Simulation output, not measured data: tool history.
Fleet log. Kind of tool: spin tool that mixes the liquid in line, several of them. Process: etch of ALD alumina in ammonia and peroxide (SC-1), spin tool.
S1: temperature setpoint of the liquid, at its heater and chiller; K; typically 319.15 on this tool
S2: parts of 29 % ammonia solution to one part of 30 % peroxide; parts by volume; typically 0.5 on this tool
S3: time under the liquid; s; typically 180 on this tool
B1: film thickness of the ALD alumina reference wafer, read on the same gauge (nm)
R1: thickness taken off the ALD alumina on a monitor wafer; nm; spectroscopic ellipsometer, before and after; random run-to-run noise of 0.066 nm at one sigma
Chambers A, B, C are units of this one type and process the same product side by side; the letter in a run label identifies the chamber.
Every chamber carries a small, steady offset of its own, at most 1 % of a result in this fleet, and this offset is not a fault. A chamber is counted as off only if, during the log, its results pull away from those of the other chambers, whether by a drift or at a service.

| run | day | S1 | S2 | S3 | B1 | R1 |
|---|---|---|---|---|---|---|
| 1B | 0.292 | 319.15 | 0.5 | 180 | 69.954 | 7.8514 |
| 2A | 0.8 | 319.15 | 0.5 | 180 | 70.016 | 7.9196 |
| 3C | 1.317 | 319.15 | 0.5 | 180 | 69.991 | 8.0323 |
| 4C | 1.596 | 319.15 | 0.5 | 180 | 69.99 | 7.9556 |
| 5B | 1.867 | 319.15 | 0.5 | 180 | 69.96 | 7.8931 |
|  | 2.117 | chamber A: new drum of ammonia solution connected |
| 6A | 2.233 | 319.15 | 0.5 | 180 | 69.977 | 8.1028 |
| 7B | 2.592 | 326.65 | 0.4 | 180 | 70.027 | 11.879 |
| 8A | 2.95 | 326.65 | 0.4 | 180 | 70 | 11.807 |
| 9C | 3.488 | 326.65 | 0.4 | 180 | 69.996 | 11.868 |
|  | 3.792 | chamber B: new drum of ammonia solution connected |
|  | 3.812 | chamber B: ammonia flow meter replaced |
| 10A | 4.042 | 319.15 | 0.5 | 180 | 69.999 | 8.02 |
|  | 4.433 | chamber A: ammonia flow meter replaced |
| 11C | 4.529 | 319.15 | 0.5 | 180 | 69.974 | 8.0247 |
| 12B | 5.033 | 319.15 | 0.5 | 180 | 70.018 | 8.0013 |
| 13A | 5.454 | 319.15 | 0.5 | 180 | 69.986 | 8.016 |
| 14B | 5.946 | 319.15 | 0.5 | 180 | 69.967 | 7.9564 |
| 15C | 6.246 | 319.15 | 0.5 | 180 | 70 | 8.0614 |
| 16A | 6.804 | 319.15 | 0.5 | 180 | 70.049 | 7.9428 |
| 17B | 7.279 | 319.15 | 0.5 | 180 | 69.977 | 8.012 |
| 18C | 7.638 | 319.15 | 0.5 | 180 | 70.021 | 8.0976 |
| 19A | 8.204 | 319.15 | 0.5 | 180 | 70.004 | 8.0344 |
| 20B | 8.683 | 319.15 | 0.5 | 180 | 69.994 | 7.8748 |
| 21C | 9.25 | 319.15 | 0.5 | 180 | 69.971 | 7.9356 |
| 22B | 9.571 | 319.15 | 0.5 | 180 | 70.015 | 7.9861 |
| 23A | 9.821 | 319.15 | 0.5 | 180 | 70.016 | 8.0135 |
| 24C | 10.333 | 319.15 | 0.5 | 180 | 70.009 | 7.9823 |
| 25A | 10.717 | 319.15 | 0.5 | 180 | 69.99 | 7.8385 |
| 26C | 10.967 | 322.15 | 0.5 | 180 | 69.997 | 9.5541 |

The same settings go to every chamber for the next run, one line per chamber below. Forecast the results for each:
| 27A | 11.371 | 319.15 | 0.5 | 180 |  | ? |
| 27B | 11.371 | 319.15 | 0.5 | 180 |  | ? |
| 27C | 11.371 | 319.15 | 0.5 | 180 |  | ? |

| run | R1 |
|---|---|
| 27A | 8.0266 |
| 27B | 8.0513 |
| 27C | 7.9741 |

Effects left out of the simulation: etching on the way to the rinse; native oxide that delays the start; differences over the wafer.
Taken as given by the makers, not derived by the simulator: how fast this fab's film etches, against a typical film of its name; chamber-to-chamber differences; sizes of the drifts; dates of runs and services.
